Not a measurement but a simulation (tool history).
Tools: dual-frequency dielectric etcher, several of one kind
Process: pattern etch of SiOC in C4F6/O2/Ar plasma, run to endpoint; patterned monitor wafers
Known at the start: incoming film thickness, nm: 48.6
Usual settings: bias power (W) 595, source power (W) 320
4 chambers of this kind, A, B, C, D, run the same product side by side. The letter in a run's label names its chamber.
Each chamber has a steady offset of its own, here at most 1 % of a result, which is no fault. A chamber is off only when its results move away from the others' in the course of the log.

run,hour,bias power (W),source power (W),hours since the last wet clean,hours since the last bias power generator calibration,hours since the last source power generator calibration,endpoint time (s)
1C,1.9,595,320,203.4,2296.7,445.5,16.608
2A,6.1,595,320,310.1,2836.9,954.8,16.6
3B,8.9,595,320,75.1,1054.3,3916.1,16.714
4D,11.8,595,320,353.1,1184.3,889.6,16.707
5B,14.4,595,320,80.6,1059.8,3921.6,16.615
6C,17.8,595,320,219.3,2312.6,461.4,16.744
7A,20.4,595,320,324.4,2851.2,969.1,16.596
8D,23.9,595,320,365.2,1196.4,901.7,16.761
9B,27.5,595,320,93.7,1072.9,3934.7,16.565
10C,29.5,595,320,231,2324.3,473.1,16.639
11A,32.9,595,320,336.9,2863.7,981.6,16.727
12D,35.8,595,320,377.1,1208.3,913.6,16.725
13A,38.7,595,320,342.7,2869.5,987.4,16.631
14C,42.7,595,320,244.2,2337.5,486.3,16.808
15D,46.7,595,320,388,1219.2,924.5,16.68
16B,50.5,692,320,116.7,1095.9,3957.7,15.69
17D,53.6,692,320,394.9,1226.1,931.4,15.668
18A,55.6,692,320,359.6,2886.4,1004.3,15.686
19B,59.9,692,320,126.1,1105.3,3967.1,15.659
20C,63.2,595,320,264.7,2358,506.8,16.612
21B,66.9,595,320,133.1,1112.3,3974.1,16.531
22A,69.1,475,350,373.1,2899.9,1017.8,17.49
23D,71.3,475,350,412.6,1243.8,949.1,17.631
24C,73.8,475,350,275.3,2368.6,517.4,17.56
25C,76.4,475,350,277.9,2371.2,520,17.632
# hour 76.8: chamber A: wet clean of the chamber
26A,80.2,595,320,3.5,2911,1028.9,17.314
27B,82.6,595,400,148.8,1128,3989.8,15.36
28D,85,595,400,426.3,1257.5,962.8,15.516
29B,87.8,595,400,154,1133.2,3995,15.267
30A,90.8,595,400,14.1,2921.6,1039.5,15.916
31D,94.7,595,320,436,1267.2,972.5,16.718
32C,97.5,595,320,299,2392.3,541.1,16.68
33B,99.4,595,300,165.6,1144.8,4006.6,17.13
34A,102.7,595,300,26,2933.5,1051.4,17.628
35D,106.2,595,300,447.5,1278.7,984,17.153
# hour 107: chamber D: wet clean of the chamber
36C,109.4,595,300,310.9,2404.2,553,17.087
37C,111.5,595,320,313,2406.3,555.1,16.779
38B,115.2,595,320,181.4,1160.6,4022.4,16.678
39A,117.2,595,320,40.5,2948,1065.9,17.359
40D,121.5,595,320,14.6,1294,999.3,16.845
41B,124.6,595,320,190.8,1170,4031.8,16.556
42D,126.5,595,320,19.6,1299,1004.3,16.687
43A,129.4,595,320,52.7,2960.2,1078.1,17.347

Is one chamber off against the others, does the gauge drift, or is nothing wrong? If a chamber is off, say which, and what the likeliest cause is.

A service left chamber A off against the others.
Cause: etch rate under this chamber's usual, % = 3.89.

Here are 4 candidates for chamber A's next run, each the usual settings with a change, their results left as question marks. Which one brings its results back in line with what the others give on the usual settings?
In line means no further than this from the other chambers' mean on the usual settings: endpoint time (s) 0.22
44A-1,132.5,626,340,,,,?
44A-2,132.5,595,310,,,,?
44A-3,132.5,605,330,,,,?
44A-4,132.5,539,320,,,,?

The other chambers' mean on the usual settings: endpoint time (s) 16.681
run,endpoint time (s)
44A-1,16.587
44A-2,17.492
44A-3,16.992
44A-4,17.973
44A-1 brings the chamber back in line.
